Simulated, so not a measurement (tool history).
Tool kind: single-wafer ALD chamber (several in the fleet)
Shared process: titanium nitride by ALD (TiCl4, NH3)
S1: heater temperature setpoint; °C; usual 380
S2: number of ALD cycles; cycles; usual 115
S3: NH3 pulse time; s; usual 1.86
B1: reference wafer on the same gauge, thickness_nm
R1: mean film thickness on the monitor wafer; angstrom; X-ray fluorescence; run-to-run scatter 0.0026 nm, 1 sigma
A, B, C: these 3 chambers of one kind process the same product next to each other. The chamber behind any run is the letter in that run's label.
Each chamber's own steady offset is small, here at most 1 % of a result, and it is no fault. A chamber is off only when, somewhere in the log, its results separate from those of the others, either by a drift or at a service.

| run | hour | S1 | S2 | S3 | B1 | R1 |
|---|---|---|---|---|---|---|
| 1C | 6.9 | 380 | 115 | 1.86 | 2.9698 | 24.697 |
|  | 15.3 | chamber C: thermocouple changed; heater temperature recalibrated |
| 2B | 19.7 | 380 | 115 | 1.86 | 2.9709 | 25.052 |
| 3A | 34.6 | 380 | 115 | 1.86 | 2.9718 | 24.772 |
| 4B | 44.8 | 380 | 115 | 1.86 | 2.9729 | 25.025 |
| 5A | 59.1 | 380 | 115 | 1.86 | 2.9734 | 24.863 |
| 6C | 74.5 | 380 | 115 | 1.86 | 2.9734 | 24.771 |
| 7A | 89.8 | 388 | 115 | 1.86 | 2.9737 | 24.999 |
| 8C | 97.9 | 388 | 115 | 1.86 | 2.975 | 24.981 |
| 9B | 109.4 | 388 | 115 | 1.86 | 2.9755 | 25.326 |
| 10A | 121 | 380 | 115 | 1.86 | 2.9754 | 24.868 |
| 11C | 136 | 380 | 115 | 1.86 | 2.9755 | 24.806 |
| 12B | 145.2 | 380 | 115 | 1.86 | 2.9776 | 25.063 |
| 13C | 155.2 | 380 | 115 | 1.86 | 2.9772 | 24.792 |
| 14A | 167.3 | 380 | 115 | 1.86 | 2.978 | 24.828 |
| 15B | 182.3 | 395 | 115 | 1.39 | 2.979 | 25.135 |
| 16C | 194.5 | 395 | 115 | 1.39 | 2.9796 | 24.856 |
| 17B | 204 | 395 | 115 | 1.39 | 2.9796 | 25.124 |
| 18A | 216.8 | 380 | 115 | 1.86 | 2.9803 | 24.878 |
| 19C | 225.6 | 380 | 115 | 1.86 | 2.9815 | 24.833 |
| 20A | 240 | 380 | 115 | 1.86 | 2.9818 | 24.885 |
| 21B | 251.8 | 380 | 115 | 1.86 | 2.9822 | 25.145 |

Is one chamber off against the others, does the gauge drift, or is nothing wrong? If a chamber is off, say which, and what the likeliest cause is.

None of the chambers is off. What moves is the gauge, dragging all their readings along together.
Cause: gauge reads high (%) = 0.433.
